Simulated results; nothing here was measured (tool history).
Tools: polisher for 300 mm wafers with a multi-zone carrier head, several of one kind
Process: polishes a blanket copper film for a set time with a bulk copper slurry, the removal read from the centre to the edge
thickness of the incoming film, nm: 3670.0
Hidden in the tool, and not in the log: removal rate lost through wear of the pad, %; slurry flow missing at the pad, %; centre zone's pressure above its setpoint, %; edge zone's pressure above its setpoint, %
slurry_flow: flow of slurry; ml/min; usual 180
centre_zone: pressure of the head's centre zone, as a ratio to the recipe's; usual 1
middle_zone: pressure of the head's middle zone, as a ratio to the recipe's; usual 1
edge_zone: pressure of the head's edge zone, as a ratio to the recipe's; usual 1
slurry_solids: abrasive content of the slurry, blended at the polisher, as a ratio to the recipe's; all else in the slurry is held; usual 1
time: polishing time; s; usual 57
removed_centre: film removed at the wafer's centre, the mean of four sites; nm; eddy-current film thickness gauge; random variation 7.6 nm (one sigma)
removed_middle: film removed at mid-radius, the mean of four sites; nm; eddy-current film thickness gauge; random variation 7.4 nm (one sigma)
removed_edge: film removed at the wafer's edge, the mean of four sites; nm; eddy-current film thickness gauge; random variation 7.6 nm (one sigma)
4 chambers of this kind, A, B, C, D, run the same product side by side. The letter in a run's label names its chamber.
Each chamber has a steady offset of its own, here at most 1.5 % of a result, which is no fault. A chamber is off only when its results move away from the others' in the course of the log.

run,hour,slurry_flow,centre_zone,middle_zone,edge_zone,slurry_solids,time,wafers polished on this pad,hours since the slurry nozzle was cleaned,hours since the centre zone pressure was calibrated,hours since the edge zone pressure was calibrated,removed_centre,removed_middle,removed_edge
# hour 2.2: chamber D: centre zone pressure recalibrated
1B,3.1,180,1,1,1,1,57,807,562,431.8,274.1,677.1,693.73,678.3
2A,5.6,180,1,1,1,1,57,292,529,441.2,343.5,689.59,681.51,693.68
3C,8.9,180,1,1,1,1,57,1126,151,430.5,198.6,687.46,701.78,696.3
4D,13.5,180,1,1,1,1,57,420,40.7,11.4,714.3,672.36,670.08,689.9
# hour 13.9: chamber C: worn pad replaced by a new one
# hour 15.2: chamber D: edge zone pressure recalibrated
5C,17.6,180,1,1,1,1,57,56,159.7,439.2,207.3,688.14,693.55,688.72
6B,21.3,180,1,1,1,1,57,1080,580.2,450,292.3,674.93,686.15,701.41
7D,24.3,180,1,1,1,1,57,582,51.5,22.2,9.1,674.26,675.17,671.87
# hour 24.6: chamber D: worn pad replaced by a new one
8A,27.4,180,1,1,1,1,57,619,550.8,463,365.3,673.34,679.8,684.53
# hour 29.7: chamber A: worn pad replaced by a new one
9B,31.2,180,1,1,1,1,57,1228,590.1,459.9,302.2,689.7,675.34,680.68
10D,35,215,1,1,1,1,50,156,62.2,32.9,19.8,617.27,609.42,604.26
# hour 37.5: chamber B: worn pad replaced by a new one
11C,37.9,215,1,1,1,1,50,360,180,459.5,227.6,615.58,620.93,605.37
12A,40.2,215,1,1,1,1,50,158,563.6,475.8,378.1,618.77,626.09,620.3
13D,42.5,215,1,1,1,1,50,268,69.7,40.4,27.3,602.94,599.51,604.24
14C,45.2,180,1,1,1,1,57,469,187.3,466.8,234.9,697.06,689.02,685.13
15A,47.4,180,1,1,1,1,57,266,570.8,483,385.3,664.09,671.93,687.54
16B,50.2,180,1,1,1,1,57,190,609.1,478.9,321.2,691.56,679.56,689.7
# hour 53.3: chamber C: centre zone pressure recalibrated
17C,54.3,180,1,1,1,1,57,605,196.4,1.1,244,689.83,686.13,706.26
18A,57.3,180,1,1,1,1,57,414,580.7,492.9,395.2,663.57,678.24,686.85
# hour 59.3: chamber B: edge zone pressure recalibrated
19B,61.4,180,1,1,1,1,57,358,620.3,490.1,2.1,682.3,688.52,686.09
# hour 61.7: chamber D: worn pad replaced by a new one
# hour 64.7: chamber A: worn pad replaced by a new one
20D,65.1,180,1,1,1,1,57,51,92.3,63,49.9,681.16,658.41,676.9
21C,68.7,180,1,1,1,1,57,821,210.8,15.5,258.4,682.61,697.15,688.52
22A,70.8,180,1,1,1,1,57,91,594.2,506.4,408.7,643.57,665.26,668.78
23B,75.5,180,1,1,1,1,72,569,634.4,504.2,16.2,856.64,878.21,859.88
24D,78.2,180,1,1,1,1,72,247,105.4,76.1,63,868.91,834.6,864.8
25A,81.2,180,1,1,1,1,72,247,604.6,516.8,419.1,806.82,829.59,844.25
26D,85.5,180,1,1,1,1,72,356,112.7,83.4,70.3,867.45,856.98,864.06
27C,88.7,180,1,1,1,1,57,1120,230.8,35.5,278.4,689.16,698.9,687.39
28B,93.3,180,1,1,1,1,57,835,652.2,522,34,682.99,695.5,678.79
29D,97.9,180,1,1,1,1,57,542,125.1,95.8,82.7,673.08,663,690.19
30A,100.9,180,1,1,1,1,57,542,624.3,536.5,438.8,623.41,640.93,650.66
31B,103.1,180,1,1,1,1,57,982,662,531.8,43.8,677.7,679.19,697.91

What goes on in this fleet: one chamber off, a drifting gauge, or nothing beyond the chambers' own small offsets? Name the chamber and the cause, if any.

Chamber A drifts away from the others.
Cause: slurry flow missing at the pad, % = 37.5.

Here are 4 candidates for chamber A's next run, each the usual settings with a change, their results left as question marks. Which one brings its results back in line with what the others give on the usual settings?
In line means no further than this from the other chambers' mean on the usual settings: removed_centre 27 nm; removed_middle 26 nm; removed_edge 26 nm
32A-1,106.5,170,0.97,0.99,1.02,1,53,,,,,?,?,?
32A-2,106.5,190,1.03,1.01,0.98,1,61,,,,,?,?,?
32A-3,106.5,175,0.99,0.99,1.01,1,56,,,,,?,?,?
32A-4,106.5,185,1.01,1.01,0.99,1,58,,,,,?,?,?

The other chambers' mean on the usual settings: removed_centre 682.59 nm; removed_middle 683.52 nm; removed_edge 683.69 nm
run,removed_centre,removed_middle,removed_edge
32A-1,536.23,558.98,594.72
32A-2,680.27,673.94,683.06
32A-3,584.35,595.12,628.37
32A-4,628.6,636.69,650.03
32A-2 brings the chamber back in line.
